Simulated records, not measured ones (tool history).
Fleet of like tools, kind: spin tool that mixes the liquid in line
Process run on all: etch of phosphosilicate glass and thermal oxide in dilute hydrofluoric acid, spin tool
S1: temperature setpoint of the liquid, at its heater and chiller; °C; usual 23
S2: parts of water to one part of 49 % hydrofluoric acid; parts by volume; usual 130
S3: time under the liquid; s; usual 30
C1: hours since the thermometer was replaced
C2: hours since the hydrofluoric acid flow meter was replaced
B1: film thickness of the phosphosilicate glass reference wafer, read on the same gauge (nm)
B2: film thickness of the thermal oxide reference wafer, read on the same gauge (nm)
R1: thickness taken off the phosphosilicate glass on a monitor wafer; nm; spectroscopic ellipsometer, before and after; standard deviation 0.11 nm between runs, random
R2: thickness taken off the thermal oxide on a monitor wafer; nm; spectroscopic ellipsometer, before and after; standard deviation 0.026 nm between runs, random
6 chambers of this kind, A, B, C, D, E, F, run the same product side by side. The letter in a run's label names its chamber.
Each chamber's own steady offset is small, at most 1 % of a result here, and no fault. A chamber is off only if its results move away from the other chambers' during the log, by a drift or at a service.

run 1C hour=6.3 | S1=23 S2=130 S3=30 | C1=1010.1 C2=1046.1 | B1=130 B2=40.002 | R1=12.991 R2=1.0815
run 2E hour=12.5 | S1=23 S2=130 S3=30 | C1=566.6 C2=312.5 | B1=130 B2=40.009 | R1=13.063 R2=1.0166
run 3B hour=19.4 | S1=23 S2=130 S3=30 | C1=490.1 C2=1379.9 | B1=130 B2=39.994 | R1=12.955 R2=0.99198
run 4A hour=30.2 | S1=23 S2=130 S3=30 | C1=1840.9 C2=1539.9 | B1=130.03 B2=40 | R1=12.674 R2=1.0263
run 5F hour=39.2 | S1=23 S2=175 S3=15 | C1=1249.2 C2=606.3 | B1=130 B2=39.99 | R1=4.5233 R2=0.36264
run 6D hour=49.2 | S1=23 S2=175 S3=15 | C1=1667.7 C2=1699.4 | B1=130.04 B2=39.993 | R1=4.5291 R2=0.35844
run 7A hour=54.7 | S1=23 S2=175 S3=15 | C1=1865.4 C2=1564.4 | B1=130 B2=40.009 | R1=4.4737 R2=0.36709
run 8D hour=62.1 | S1=23 S2=175 S3=15 | C1=1680.6 C2=1712.3 | B1=130 B2=39.979 | R1=4.4487 R2=0.35002
run 9E hour=72.5 | S1=23 S2=175 S3=15 | C1=626.6 C2=372.5 | B1=130.01 B2=40.036 | R1=4.6199 R2=0.36227
run 10B hour=80 | S1=23 S2=175 S3=15 | C1=550.7 C2=1440.5 | B1=129.95 B2=39.978 | R1=4.5463 R2=0.35527
run 11F hour=85.7 | S1=23 S2=130 S3=30 | C1=1295.7 C2=652.8 | B1=130.02 B2=39.988 | R1=12.861 R2=1.0756
run 12C hour=91.1 | S1=23 S2=130 S3=30 | C1=1094.9 C2=1130.9 | B1=130 B2=40.013 | R1=12.783 R2=1.0678
-- hour=97.2 chamber A: thermometer replaced
run 13C hour=102.1 | S1=21 S2=130 S3=20 | C1=1105.9 C2=1141.9 | B1=129.99 B2=40.006 | R1=7.8877 R2=0.65711
run 14B hour=109.1 | S1=21 S2=130 S3=20 | C1=579.8 C2=1469.6 | B1=129.96 B2=40.036 | R1=8.0484 R2=0.64403
run 15E hour=118.9 | S1=21 S2=130 S3=20 | C1=673 C2=418.9 | B1=129.98 B2=39.958 | R1=8 R2=0.59886
run 16F hour=125.1 | S1=21 S2=130 S3=20 | C1=1335.1 C2=692.2 | B1=130.01 B2=40.002 | R1=7.9057 R2=0.62242
-- hour=128.7 chamber F: thermometer replaced
run 17A hour=132.2 | S1=21 S2=130 S3=20 | C1=35 C2=1641.9 | B1=130.01 B2=39.991 | R1=8.0084 R2=0.6436
run 18D hour=137.5 | S1=21 S2=130 S3=20 | C1=1756 C2=1787.7 | B1=130 B2=39.995 | R1=7.9404 R2=0.61888
-- hour=142.2 chamber D: hydrofluoric acid flow meter replaced
-- hour=145.7 chamber F: hydrofluoric acid flow meter replaced
run 19B hour=148.3 | S1=23 S2=130 S3=20 | C1=619 C2=1508.8 | B1=130.02 B2=39.986 | R1=8.6339 R2=0.69332
run 20E hour=158.1 | S1=23 S2=130 S3=20 | C1=712.2 C2=458.1 | B1=129.96 B2=40.019 | R1=8.6546 R2=0.69597
run 21A hour=164.9 | S1=23 S2=130 S3=20 | C1=67.7 C2=1674.6 | B1=130 B2=40.009 | R1=8.6122 R2=0.67127
run 22F hour=174 | S1=23 S2=130 S3=20 | C1=45.4 C2=28.3 | B1=129.96 B2=40.006 | R1=8.5611 R2=0.65851
run 23D hour=179.4 | S1=23 S2=130 S3=20 | C1=1797.9 C2=37.2 | B1=130.02 B2=40.009 | R1=8.4743 R2=0.70124
-- hour=183.5 chamber C: hydrofluoric acid flow meter replaced
run 24C hour=190.2 | S1=23 S2=130 S3=20 | C1=1194 C2=6.7 | B1=130.01 B2=39.99 | R1=8.6498 R2=0.72939
run 25F hour=199 | S1=23 S2=130 S3=30 | C1=70.4 C2=53.3 | B1=129.98 B2=39.981 | R1=12.687 R2=1.071
run 26D hour=205.3 | S1=23 S2=130 S3=30 | C1=1823.8 C2=63.1 | B1=130.02 B2=39.998 | R1=12.818 R2=0.99698
run 27B hour=212.7 | S1=23 S2=130 S3=30 | C1=683.4 C2=1573.2 | B1=129.96 B2=39.988 | R1=12.97 R2=1.0276
run 28A hour=222.5 | S1=23 S2=130 S3=30 | C1=125.3 C2=1732.2 | B1=129.97 B2=40.007 | R1=12.852 R2=1.0828
run 29C hour=227.7 | S1=23 S2=130 S3=30 | C1=1231.5 C2=44.2 | B1=130.02 B2=40.025 | R1=13.044 R2=1.0203
run 30E hour=233.4 | S1=21 S2=155 S3=30 | C1=787.5 C2=533.4 | B1=130.02 B2=40.022 | R1=9.8865 R2=0.74881
run 31A hour=241.4 | S1=21 S2=155 S3=30 | C1=144.2 C2=1751.1 | B1=130.02 B2=39.993 | R1=9.7694 R2=0.73222
run 32E hour=247 | S1=21 S2=155 S3=30 | C1=801.1 C2=547 | B1=130.02 B2=39.998 | R1=9.687 R2=0.75767
run 33B hour=255.4 | S1=21 S2=155 S3=30 | C1=726.1 C2=1615.9 | B1=130.01 B2=40.021 | R1=9.7894 R2=0.77489
run 34D hour=264.2 | S1=21 S2=155 S3=30 | C1=1882.7 C2=122 | B1=129.99 B2=40.011 | R1=9.6987 R2=0.75717
run 35F hour=270.8 | S1=21 S2=155 S3=30 | C1=142.2 C2=125.1 | B1=129.98 B2=40.007 | R1=9.653 R2=0.77624
run 36C hour=281.2 | S1=21 S2=130 S3=30 | C1=1285 C2=97.7 | B1=129.98 B2=39.998 | R1=11.837 R2=0.94993
run 37E hour=290.2 | S1=21 S2=130 S3=30 | C1=844.3 C2=590.2 | B1=129.97 B2=40.005 | R1=11.856 R2=0.92402
run 38B hour=296.9 | S1=21 S2=130 S3=30 | C1=767.6 C2=1657.4 | B1=129.99 B2=40.013 | R1=12.169 R2=0.93969
run 39C hour=307.7 | S1=21 S2=130 S3=30 | C1=1311.5 C2=124.2 | B1=130 B2=40.009 | R1=12.022 R2=0.95106
run 40F hour=317.2 | S1=21 S2=130 S3=30 | C1=188.6 C2=171.5 | B1=129.98 B2=39.977 | R1=11.979 R2=0.92848

All 6 chambers run these settings next. Forecast each chamber's results:
run 41A hour=325.4 | S1=23 S2=185 S3=30 | R1=? R2=?
run 41B hour=325.4 | S1=23 S2=185 S3=30 | R1=? R2=?
run 41C hour=325.4 | S1=23 S2=185 S3=30 | R1=? R2=?
run 41D hour=325.4 | S1=23 S2=185 S3=30 | R1=? R2=?
run 41E hour=325.4 | S1=23 S2=185 S3=30 | R1=? R2=?
run 41F hour=325.4 | S1=23 S2=185 S3=30 | R1=? R2=?

run=41A R1=8.4218 R2=0.63533
run=41B R1=8.4054 R2=0.67412
run=41C R1=8.622 R2=0.72151
run=41D R1=8.4451 R2=0.66276
run=41E R1=8.5084 R2=0.66657
run=41F R1=8.2949 R2=0.65445

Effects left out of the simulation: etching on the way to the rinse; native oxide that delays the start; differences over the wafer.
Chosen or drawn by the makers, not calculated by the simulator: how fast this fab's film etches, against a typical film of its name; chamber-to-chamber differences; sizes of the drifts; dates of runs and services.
